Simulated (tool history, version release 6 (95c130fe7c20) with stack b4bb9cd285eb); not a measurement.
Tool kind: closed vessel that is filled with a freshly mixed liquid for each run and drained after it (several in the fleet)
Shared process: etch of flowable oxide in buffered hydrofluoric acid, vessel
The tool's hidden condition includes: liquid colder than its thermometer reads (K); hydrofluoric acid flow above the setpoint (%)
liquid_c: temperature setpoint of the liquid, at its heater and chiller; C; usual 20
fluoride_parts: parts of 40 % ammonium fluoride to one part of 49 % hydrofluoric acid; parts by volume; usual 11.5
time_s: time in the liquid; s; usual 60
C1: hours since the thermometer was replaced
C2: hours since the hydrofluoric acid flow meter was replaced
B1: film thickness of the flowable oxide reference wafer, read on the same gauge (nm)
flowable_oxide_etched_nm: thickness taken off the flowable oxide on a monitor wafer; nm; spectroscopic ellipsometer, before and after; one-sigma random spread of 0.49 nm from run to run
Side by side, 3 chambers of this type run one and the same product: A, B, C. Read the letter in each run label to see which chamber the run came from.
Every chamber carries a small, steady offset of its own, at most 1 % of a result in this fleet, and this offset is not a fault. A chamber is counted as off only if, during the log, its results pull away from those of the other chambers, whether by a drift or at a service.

{"run": "1C", "hour": 3.4, "liquid_c": 20, "fluoride_parts": 11.5, "time_s": 60, "C1": 306.7, "C2": 1152.6, "B1": 120, "flowable_oxide_etched_nm": 87.276}
{"run": "2A", "hour": 5.8, "liquid_c": 20, "fluoride_parts": 11.5, "time_s": 60, "C1": 64.8, "C2": 144.2, "B1": 119.99, "flowable_oxide_etched_nm": 87.495}
{"run": "3B", "hour": 9.6, "liquid_c": 20, "fluoride_parts": 11.5, "time_s": 60, "C1": 371.7, "C2": 135.9, "B1": 120, "flowable_oxide_etched_nm": 87.159}
{"run": "4C", "hour": 13.0, "liquid_c": 20, "fluoride_parts": 11.5, "time_s": 60, "C1": 316.3, "C2": 1162.2, "B1": 120, "flowable_oxide_etched_nm": 86.531}
{"run": "5B", "hour": 16.1, "liquid_c": 20, "fluoride_parts": 11.5, "time_s": 60, "C1": 378.2, "C2": 142.4, "B1": 120.01, "flowable_oxide_etched_nm": 86.646}
{"run": "6A", "hour": 20.0, "liquid_c": 20, "fluoride_parts": 11.5, "time_s": 60, "C1": 79, "C2": 158.4, "B1": 119.98, "flowable_oxide_etched_nm": 86.986}
{"run": "7B", "hour": 22.7, "liquid_c": 20, "fluoride_parts": 11.5, "time_s": 60, "C1": 384.8, "C2": 149, "B1": 119.98, "flowable_oxide_etched_nm": 86.331}
{"run": "8C", "hour": 27.1, "liquid_c": 20, "fluoride_parts": 11.5, "time_s": 60, "C1": 330.4, "C2": 1176.3, "B1": 119.97, "flowable_oxide_etched_nm": 86.441}
{"run": "9A", "hour": 30.3, "liquid_c": 20, "fluoride_parts": 11.5, "time_s": 60, "C1": 89.3, "C2": 168.7, "B1": 120.01, "flowable_oxide_etched_nm": 87.243}
{"run": "10B", "hour": 35.0, "liquid_c": 20, "fluoride_parts": 11.5, "time_s": 60, "C1": 397.1, "C2": 161.3, "B1": 120.01, "flowable_oxide_etched_nm": 87.209}
{"run": "11C", "hour": 38.9, "liquid_c": 20, "fluoride_parts": 11.5, "time_s": 60, "C1": 342.2, "C2": 1188.1, "B1": 120, "flowable_oxide_etched_nm": 86.129}
{"run": "12A", "hour": 41.8, "liquid_c": 20, "fluoride_parts": 11.5, "time_s": 60, "C1": 100.8, "C2": 180.2, "B1": 120, "flowable_oxide_etched_nm": 87.389}
{"run": "13B", "hour": 44.5, "liquid_c": 20, "fluoride_parts": 11.5, "time_s": 60, "C1": 406.6, "C2": 170.8, "B1": 120.01, "flowable_oxide_etched_nm": 85.973}
{"run": "14C", "hour": 47.4, "liquid_c": 20, "fluoride_parts": 11.5, "time_s": 60, "C1": 350.7, "C2": 1196.6, "B1": 120, "flowable_oxide_etched_nm": 87.214}
{"run": "15A", "hour": 52.0, "liquid_c": 18.5, "fluoride_parts": 11.5, "time_s": 60, "C1": 111, "C2": 190.4, "B1": 119.99, "flowable_oxide_etched_nm": 79.568}
{"run": "16A", "hour": 54.9, "liquid_c": 18.5, "fluoride_parts": 11.5, "time_s": 60, "C1": 113.9, "C2": 193.3, "B1": 120.01, "flowable_oxide_etched_nm": 80.127}
{"run": "17C", "hour": 57.8, "liquid_c": 18.5, "fluoride_parts": 11.5, "time_s": 60, "C1": 361.1, "C2": 1207, "B1": 120.02, "flowable_oxide_etched_nm": 78.966}
{"run": "18B", "hour": 60.3, "liquid_c": 20, "fluoride_parts": 11.5, "time_s": 60, "C1": 422.4, "C2": 186.6, "B1": 120.01, "flowable_oxide_etched_nm": 86.636}
{"run": "19A", "hour": 64.9, "liquid_c": 20, "fluoride_parts": 11.5, "time_s": 60, "C1": 123.9, "C2": 203.3, "B1": 120, "flowable_oxide_etched_nm": 87.952}
{"run": "20B", "hour": 68.6, "liquid_c": 20, "fluoride_parts": 11.5, "time_s": 60, "C1": 430.7, "C2": 194.9, "B1": 120, "flowable_oxide_etched_nm": 86.655}
{"run": "21C", "hour": 71.5, "liquid_c": 20, "fluoride_parts": 11.5, "time_s": 60, "C1": 374.8, "C2": 1220.7, "B1": 120.01, "flowable_oxide_etched_nm": 85.774}
{"run": "22B", "hour": 76.6, "liquid_c": 20, "fluoride_parts": 11.5, "time_s": 60, "C1": 438.7, "C2": 202.9, "B1": 120.01, "flowable_oxide_etched_nm": 86.889}
{"run": "23A", "hour": 80.0, "liquid_c": 20, "fluoride_parts": 11.5, "time_s": 60, "C1": 139, "C2": 218.4, "B1": 120, "flowable_oxide_etched_nm": 87.512}
{"run": "24C", "hour": 84.6, "liquid_c": 20, "fluoride_parts": 9, "time_s": 60, "C1": 387.9, "C2": 1233.8, "B1": 120, "flowable_oxide_etched_nm": 104.7}
{"run": "25B", "hour": 88.9, "liquid_c": 20, "fluoride_parts": 9, "time_s": 60, "C1": 451, "C2": 215.2, "B1": 120.01, "flowable_oxide_etched_nm": 106.67}
{"run": "26C", "hour": 92.8, "liquid_c": 20, "fluoride_parts": 9, "time_s": 60, "C1": 396.1, "C2": 1242, "B1": 119.99, "flowable_oxide_etched_nm": 105.23}
{"run": "27A", "hour": 97.7, "liquid_c": 20, "fluoride_parts": 11.5, "time_s": 60, "C1": 156.7, "C2": 236.1, "B1": 120, "flowable_oxide_etched_nm": 87.171}
{"run": "28B", "hour": 101.9, "liquid_c": 20, "fluoride_parts": 11.5, "time_s": 60, "C1": 464, "C2": 228.2, "B1": 119.99, "flowable_oxide_etched_nm": 86.348}
{"run": "29C", "hour": 106.6, "liquid_c": 20, "fluoride_parts": 11.5, "time_s": 60, "C1": 409.9, "C2": 1255.8, "B1": 120.01, "flowable_oxide_etched_nm": 86.405}
{"run": "30A", "hour": 110.7, "liquid_c": 20, "fluoride_parts": 11.5, "time_s": 60, "C1": 169.7, "C2": 249.1, "B1": 119.99, "flowable_oxide_etched_nm": 86.432}
{"run": "31A", "hour": 115.8, "liquid_c": 20, "fluoride_parts": 11.5, "time_s": 60, "C1": 174.8, "C2": 254.2, "B1": 120, "flowable_oxide_etched_nm": 87.233}
{"run": "32B", "hour": 119.2, "liquid_c": 20, "fluoride_parts": 11.5, "time_s": 60, "C1": 481.3, "C2": 245.5, "B1": 120, "flowable_oxide_etched_nm": 87.504}
{"run": "33C", "hour": 124.0, "liquid_c": 20, "fluoride_parts": 8.5, "time_s": 60, "C1": 427.3, "C2": 1273.2, "B1": 120, "flowable_oxide_etched_nm": 113.05}
{"run": "34C", "hour": 128.5, "liquid_c": 20, "fluoride_parts": 8.5, "time_s": 60, "C1": 431.8, "C2": 1277.7, "B1": 119.99, "flowable_oxide_etched_nm": 111.61}
{"run": "35B", "hour": 132.1, "liquid_c": 20, "fluoride_parts": 8.5, "time_s": 60, "C1": 494.2, "C2": 258.4, "B1": 119.99, "flowable_oxide_etched_nm": 113.26}
{"run": "36A", "hour": 136.1, "liquid_c": 17.5, "fluoride_parts": 9.5, "time_s": 60, "C1": 195.1, "C2": 274.5, "B1": 120.01, "flowable_oxide_etched_nm": 89.375}
{"run": "37A", "hour": 141.1, "liquid_c": 17.5, "fluoride_parts": 9.5, "time_s": 60, "C1": 200.1, "C2": 279.5, "B1": 119.99, "flowable_oxide_etched_nm": 89.415}
{"run": "38C", "hour": 145.6, "liquid_c": 17.5, "fluoride_parts": 9.5, "time_s": 60, "C1": 448.9, "C2": 1294.8, "B1": 120, "flowable_oxide_etched_nm": 88.364}
{"run": "39B", "hour": 149.8, "liquid_c": 20, "fluoride_parts": 11.5, "time_s": 60, "C1": 511.9, "C2": 276.1, "B1": 119.97, "flowable_oxide_etched_nm": 87.267}
{"run": "40A", "hour": 153.9, "liquid_c": 20, "fluoride_parts": 11.5, "time_s": 60, "C1": 212.9, "C2": 292.3, "B1": 119.99, "flowable_oxide_etched_nm": 86.87}

Has any chamber moved away from the others, gradually or after a service, or does the common gauge drift, or do the chambers differ only by their own small steady offsets? State the chamber and the most likely cause if one applies.

Neither any chamber nor the gauge drifts; the chambers differ only by their own small, steady offsets.
